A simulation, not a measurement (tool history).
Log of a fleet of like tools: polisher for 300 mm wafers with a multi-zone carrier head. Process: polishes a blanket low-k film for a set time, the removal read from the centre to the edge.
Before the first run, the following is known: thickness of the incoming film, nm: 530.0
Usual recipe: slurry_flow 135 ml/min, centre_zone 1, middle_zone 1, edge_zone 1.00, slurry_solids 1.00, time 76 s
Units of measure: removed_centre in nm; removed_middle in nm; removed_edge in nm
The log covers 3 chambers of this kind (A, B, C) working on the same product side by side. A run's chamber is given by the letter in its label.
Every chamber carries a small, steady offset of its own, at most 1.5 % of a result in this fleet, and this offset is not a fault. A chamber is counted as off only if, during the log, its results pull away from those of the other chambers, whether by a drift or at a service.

run	day	slurry_flow	centre_zone	middle_zone	edge_zone	slurry_solids	time	wafers polished on this pad	hours since the slurry nozzle was cleaned	hours since the centre zone pressure was calibrated	hours since the edge zone pressure was calibrated	removed_centre	removed_middle	removed_edge
1A	0.279	135	1	1	1.00	1.00	76	519	106.5	1138.5	1258.8	16.274	16.655	16.519
2C	0.629	135	1	1	1.00	1.00	76	301	105.4	762.8	612.5	16.299	16.367	16.851
# day 0.867: chamber B: worn pad replaced by a new one
3B	0.871	135	1	1	1.00	1.00	76	1	211.2	231.8	828.1	16.407	16.734	16.729
4C	1.179	135	1	1	1.00	1.00	76	418	118.6	776.0	625.7	16.168	16.770	16.466
# day 1.438: chamber A: worn pad replaced by a new one
5B	1.529	135	1	1	1.00	1.00	76	140	227.0	247.6	843.9	16.534	16.720	16.518
6A	1.792	135	1	1	1.00	1.00	76	75	142.8	1174.8	1295.1	16.661	16.453	16.785
7B	2.079	135	1	1	1.00	1.00	76	257	240.2	260.8	857.1	16.442	16.788	16.827
8C	2.288	135	1	1	1.00	1.00	76	652	145.2	802.6	652.3	16.192	16.307	16.547
9A	2.575	135	1	1	1.00	1.00	76	241	161.6	1193.6	1313.9	16.314	16.456	16.684
10A	2.858	135	1	1	1.00	1.00	76	301	168.4	1200.4	1320.7	16.516	16.535	16.822
# day 3.212: chamber A: edge zone pressure recalibrated
11B	3.221	135	1	1	1.00	1.00	76	498	267.6	288.2	884.5	16.496	16.549	16.694
12C	3.583	135	1	1	1.00	1.00	76	926	176.3	833.7	683.4	15.669	15.942	16.101
# day 3.796: chamber B: edge zone pressure recalibrated
13B	4.000	135	1	1	1.00	1.00	76	663	286.3	306.9	5.0	16.440	16.809	16.429
14C	4.225	135	1	1	1.00	1.00	76	1062	191.7	849.1	698.8	15.533	15.759	16.030
15A	4.533	135	1	1	1.00	1.00	76	655	208.6	1240.6	31.7	16.428	16.735	16.608
# day 4.683: chamber B: slurry nozzle cleaned
16B	4.833	135	1	1	1.00	1.00	76	840	3.6	326.9	25.0	16.464	16.517	16.520
17C	5.021	135	1	1	1.00	1.00	76	1231	210.8	868.2	717.9	15.430	15.742	15.590
# day 5.129: chamber B: worn pad replaced by a new one
# day 5.158: chamber A: worn pad replaced by a new one
18A	5.221	135	1	1	1.00	1.00	76	13	225.1	1257.1	48.2	16.514	16.633	16.570
19C	5.500	135	1	1	1.00	1.00	76	1332	222.3	879.7	729.4	15.087	15.578	15.699
# day 5.696: chamber C: centre zone pressure recalibrated
20A	5.821	135	1	1	1.00	1.00	76	140	239.5	1271.5	62.6	16.460	16.724	16.592
21B	6.050	135	1	1	1.00	1.00	76	195	32.8	356.1	54.2	16.472	16.562	16.682
# day 6.071: chamber C: slurry nozzle cleaned
22B	6.321	135	1	1	1.00	1.00	76	253	39.3	362.6	60.7	16.358	16.716	16.771
23C	6.667	135	1	1	1.00	1.00	76	1579	14.4	23.3	757.4	15.524	15.494	15.527
24A	7.046	135	1	1	1.00	1.00	76	399	268.9	1300.9	92.0	16.689	16.432	16.434
25C	7.367	135	1	1	1.00	1.00	76	1727	31.2	40.1	774.2	14.980	15.320	15.452
26A	7.767	135	1	1	1.00	1.00	76	552	286.2	1318.2	109.3	16.501	16.355	16.558
27B	7.979	135	1	1	1.00	1.00	76	604	79.1	402.4	100.5	16.674	16.786	16.477
28B	8.379	135	1	1	1.00	1.00	76	688	88.7	412.0	110.1	16.622	16.764	16.627
29C	8.708	135	1	1	1.00	1.00	76	2011	63.4	72.3	806.4	15.040	15.010	15.109
30A	8.988	135	1	1	0.95	1.00	76	810	315.5	1347.5	138.6	16.457	16.456	16.104
31C	9.183	135	1	1	0.95	1.00	76	2112	74.8	83.7	817.8	14.885	14.984	14.566
32B	9.400	135	1	1	0.95	1.00	76	904	113.2	436.5	134.6	16.498	16.598	16.020
# day 9.604: chamber A: worn pad replaced by a new one
33A	9.712	135	1	1	1.10	1.00	76	23	332.9	1364.9	156.0	16.459	16.510	17.418
34B	9.971	135	1	1	1.10	1.00	76	1025	126.9	450.2	148.3	16.537	16.468	17.749
# day 10.067: chamber A: centre zone pressure recalibrated
35C	10.271	135	1	1	1.10	1.00	76	2342	100.9	109.8	843.9	14.562	14.797	15.604
# day 10.450: chamber B: worn pad replaced by a new one
36A	10.479	135	1	1	1.00	1.00	76	185	351.3	9.9	174.4	16.699	16.766	16.515
37B	10.829	135	1	1	1.00	1.00	76	80	147.5	470.8	168.9	16.170	16.892	16.542
38C	11.096	135	1	1	1.00	1.00	76	2516	120.7	129.6	863.7	14.355	14.619	14.922
39A	11.388	135	1	1	1.00	1.00	76	378	373.1	31.7	196.2	16.421	16.480	16.585
40A	11.792	135	1	1	1.00	1.00	76	463	382.8	41.4	205.9	16.554	16.375	16.388
41C	12.092	135	1	1	1.00	1.00	76	2727	144.6	153.5	887.6	14.071	14.343	14.319
42B	12.429	135	1	1	1.00	1.00	76	419	185.9	509.2	207.3	16.522	16.341	16.678
43B	12.846	135	1	1	1.00	1.00	76	507	195.9	519.2	217.3	16.492	16.683	16.738

Has any chamber moved away from the others, gradually or after a service, or does the common gauge drift, or do the chambers differ only by their own small steady offsets? State the chamber and the most likely cause if one applies.

It is chamber C that slowly wanders off from its peers.
Likeliest cause: removal rate lost through wear of the pad, % = 14.2.

Chamber C could run next with any of the 4 candidate recipes listed below; each alters the usual settings, and their results appear as question marks. Which one brings its results back in line with what the other chambers deliver on the usual settings?
In line here means within this much of the mean the other chambers give on the usual settings: removed_centre 0.640 nm; removed_middle 0.480 nm; removed_edge 0.500 nm
44C-1	13.146	135	1.00	1.00	1.00	1.00	82					?	?	?
44C-2	13.146	135	1.00	1.00	1.00	1.00	71					?	?	?
44C-3	13.146	140	1.01	1.00	1.00	1.05	86					?	?	?
44C-4	13.146	130	1.00	0.99	1.00	0.95	67					?	?	?

Average result of the remaining chambers running the usual settings: removed_centre 16.482 nm; removed_middle 16.619 nm; removed_edge 16.601 nm
run	removed_centre	removed_middle	removed_edge
44C-1	15.132	15.338	15.404
44C-2	13.102	13.280	13.338
44C-3	16.549	16.572	16.606
44C-4	11.958	12.026	12.221
The answer is 44C-3, which returns the chamber to within the allowed miss of the others.
